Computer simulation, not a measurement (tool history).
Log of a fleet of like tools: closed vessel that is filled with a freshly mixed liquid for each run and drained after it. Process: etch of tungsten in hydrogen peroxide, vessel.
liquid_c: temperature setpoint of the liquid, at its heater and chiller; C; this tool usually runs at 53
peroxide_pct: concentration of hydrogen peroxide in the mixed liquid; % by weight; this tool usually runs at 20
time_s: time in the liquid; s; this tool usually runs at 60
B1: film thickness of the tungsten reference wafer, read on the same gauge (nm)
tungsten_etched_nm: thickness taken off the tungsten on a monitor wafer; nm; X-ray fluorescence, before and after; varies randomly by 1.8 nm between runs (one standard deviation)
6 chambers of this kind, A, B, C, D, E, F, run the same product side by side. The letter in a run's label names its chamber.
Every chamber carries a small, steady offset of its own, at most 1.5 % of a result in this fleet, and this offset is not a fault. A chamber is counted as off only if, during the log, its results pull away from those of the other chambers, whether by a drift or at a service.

run 1F hour=10.2 | liquid_c=53 peroxide_pct=20 time_s=60 | B1=129.99 | tungsten_etched_nm=202.02
run 2D hour=21.7 | liquid_c=53 peroxide_pct=20 time_s=60 | B1=130 | tungsten_etched_nm=203.48
run 3E hour=31.4 | liquid_c=53 peroxide_pct=20 time_s=60 | B1=129.96 | tungsten_etched_nm=203.51
run 4C hour=39.2 | liquid_c=53 peroxide_pct=20 time_s=60 | B1=130 | tungsten_etched_nm=200.49
run 5A hour=50.3 | liquid_c=53 peroxide_pct=20 time_s=60 | B1=130.01 | tungsten_etched_nm=204.16
run 6B hour=65.1 | liquid_c=53 peroxide_pct=20 time_s=60 | B1=130.01 | tungsten_etched_nm=201.67
run 7B hour=75.2 | liquid_c=53 peroxide_pct=20 time_s=60 | B1=130 | tungsten_etched_nm=205.4
run 8F hour=89.6 | liquid_c=53 peroxide_pct=20 time_s=60 | B1=129.97 | tungsten_etched_nm=198.95
-- hour=101.1 chamber C: new drum of peroxide connected
run 9A hour=103.6 | liquid_c=53 peroxide_pct=20 time_s=60 | B1=130.02 | tungsten_etched_nm=202.68
run 10D hour=114.7 | liquid_c=53 peroxide_pct=20 time_s=60 | B1=129.98 | tungsten_etched_nm=206.11
run 11E hour=127.5 | liquid_c=53 peroxide_pct=20 time_s=60 | B1=130 | tungsten_etched_nm=203.12
run 12C hour=139.5 | liquid_c=53 peroxide_pct=20 time_s=60 | B1=129.99 | tungsten_etched_nm=198.72
-- hour=144.4 chamber F: peroxide flow meter replaced
run 13F hour=152.6 | liquid_c=53 peroxide_pct=20 time_s=60 | B1=129.99 | tungsten_etched_nm=202.71
-- hour=157.1 chamber F: new drum of peroxide connected
-- hour=157.9 chamber E: new drum of peroxide connected
run 14C hour=161.1 | liquid_c=53 peroxide_pct=20 time_s=60 | B1=130.01 | tungsten_etched_nm=200.33
run 15B hour=173.2 | liquid_c=53 peroxide_pct=20 time_s=60 | B1=129.99 | tungsten_etched_nm=199.11
-- hour=181.9 chamber B: peroxide flow meter replaced
run 16D hour=183.2 | liquid_c=53 peroxide_pct=20 time_s=60 | B1=129.99 | tungsten_etched_nm=207.64
run 17E hour=190.9 | liquid_c=53 peroxide_pct=20 time_s=60 | B1=129.97 | tungsten_etched_nm=202.35
-- hour=202.6 chamber E: thermometer replaced
run 18A hour=206.6 | liquid_c=45 peroxide_pct=20 time_s=60 | B1=129.98 | tungsten_etched_nm=123.97
run 19D hour=217.7 | liquid_c=45 peroxide_pct=20 time_s=60 | B1=130 | tungsten_etched_nm=129.04
run 20C hour=225.6 | liquid_c=45 peroxide_pct=20 time_s=60 | B1=130 | tungsten_etched_nm=119.99
-- hour=229.9 chamber A: thermometer replaced
run 21E hour=234.8 | liquid_c=45 peroxide_pct=20 time_s=60 | B1=129.98 | tungsten_etched_nm=126.03
-- hour=235.8 chamber A: peroxide flow meter replaced
run 22A hour=242.4 | liquid_c=45 peroxide_pct=20 time_s=60 | B1=130.01 | tungsten_etched_nm=122.75
run 23F hour=253.8 | liquid_c=45 peroxide_pct=20 time_s=60 | B1=130.02 | tungsten_etched_nm=122.98
run 24B hour=263.3 | liquid_c=53 peroxide_pct=20 time_s=60 | B1=130.02 | tungsten_etched_nm=201.55
run 25C hour=278.5 | liquid_c=53 peroxide_pct=24 time_s=90 | B1=130 | tungsten_etched_nm=323.8
run 26D hour=286.4 | liquid_c=53 peroxide_pct=24 time_s=90 | B1=130.03 | tungsten_etched_nm=346.45
run 27E hour=298.5 | liquid_c=53 peroxide_pct=24 time_s=90 | B1=130 | tungsten_etched_nm=336.06
-- hour=308.7 chamber E: peroxide flow meter replaced
run 28B hour=313.8 | liquid_c=53 peroxide_pct=24 time_s=90 | B1=130 | tungsten_etched_nm=328
run 29F hour=321.6 | liquid_c=53 peroxide_pct=24 time_s=90 | B1=130 | tungsten_etched_nm=327.22
run 30A hour=335.3 | liquid_c=53 peroxide_pct=24 time_s=90 | B1=129.96 | tungsten_etched_nm=335.28
run 31C hour=346.5 | liquid_c=53 peroxide_pct=20 time_s=60 | B1=130.03 | tungsten_etched_nm=197.43
run 32B hour=357.4 | liquid_c=53 peroxide_pct=20 time_s=60 | B1=130.04 | tungsten_etched_nm=198.95
-- hour=363.6 chamber B: new drum of peroxide connected
run 33E hour=364.8 | liquid_c=53 peroxide_pct=20 time_s=60 | B1=130 | tungsten_etched_nm=202.75
-- hour=365.6 chamber D: new drum of peroxide connected
run 34F hour=380.9 | liquid_c=53 peroxide_pct=20 time_s=60 | B1=130.01 | tungsten_etched_nm=199.37
run 35A hour=389.1 | liquid_c=53 peroxide_pct=20 time_s=60 | B1=130 | tungsten_etched_nm=204
run 36D hour=404.9 | liquid_c=53 peroxide_pct=20 time_s=80 | B1=129.97 | tungsten_etched_nm=290.89
run 37F hour=414.7 | liquid_c=53 peroxide_pct=20 time_s=80 | B1=130.03 | tungsten_etched_nm=269.98
run 38A hour=425.9 | liquid_c=53 peroxide_pct=20 time_s=80 | B1=130 | tungsten_etched_nm=265.53
run 39E hour=441.3 | liquid_c=53 peroxide_pct=20 time_s=80 | B1=130.01 | tungsten_etched_nm=273.47
run 40C hour=453.9 | liquid_c=53 peroxide_pct=20 time_s=80 | B1=130.02 | tungsten_etched_nm=265.91
run 41D hour=468.2 | liquid_c=53 peroxide_pct=20 time_s=80 | B1=130 | tungsten_etched_nm=289.21
run 42B hour=480.1 | liquid_c=53 peroxide_pct=20 time_s=60 | B1=130 | tungsten_etched_nm=199.98
run 43B hour=488 | liquid_c=53 peroxide_pct=20 time_s=60 | B1=129.97 | tungsten_etched_nm=201.89
run 44D hour=499.4 | liquid_c=53 peroxide_pct=20 time_s=60 | B1=129.99 | tungsten_etched_nm=223.93

The same settings go to every chamber for the next run, one line per chamber below. Forecast the results for each:
run 45A hour=511 | liquid_c=53 peroxide_pct=20 time_s=70 | tungsten_etched_nm=?
run 45B hour=511 | liquid_c=53 peroxide_pct=20 time_s=70 | tungsten_etched_nm=?
run 45C hour=511 | liquid_c=53 peroxide_pct=20 time_s=70 | tungsten_etched_nm=?
run 45D hour=511 | liquid_c=53 peroxide_pct=20 time_s=70 | tungsten_etched_nm=?
run 45E hour=511 | liquid_c=53 peroxide_pct=20 time_s=70 | tungsten_etched_nm=?
run 45F hour=511 | liquid_c=53 peroxide_pct=20 time_s=70 | tungsten_etched_nm=?

run=45A tungsten_etched_nm=234.78
run=45B tungsten_etched_nm=233.56
run=45C tungsten_etched_nm=231.05
run=45D tungsten_etched_nm=259.3
run=45E tungsten_etched_nm=238.73
run=45F tungsten_etched_nm=236.45
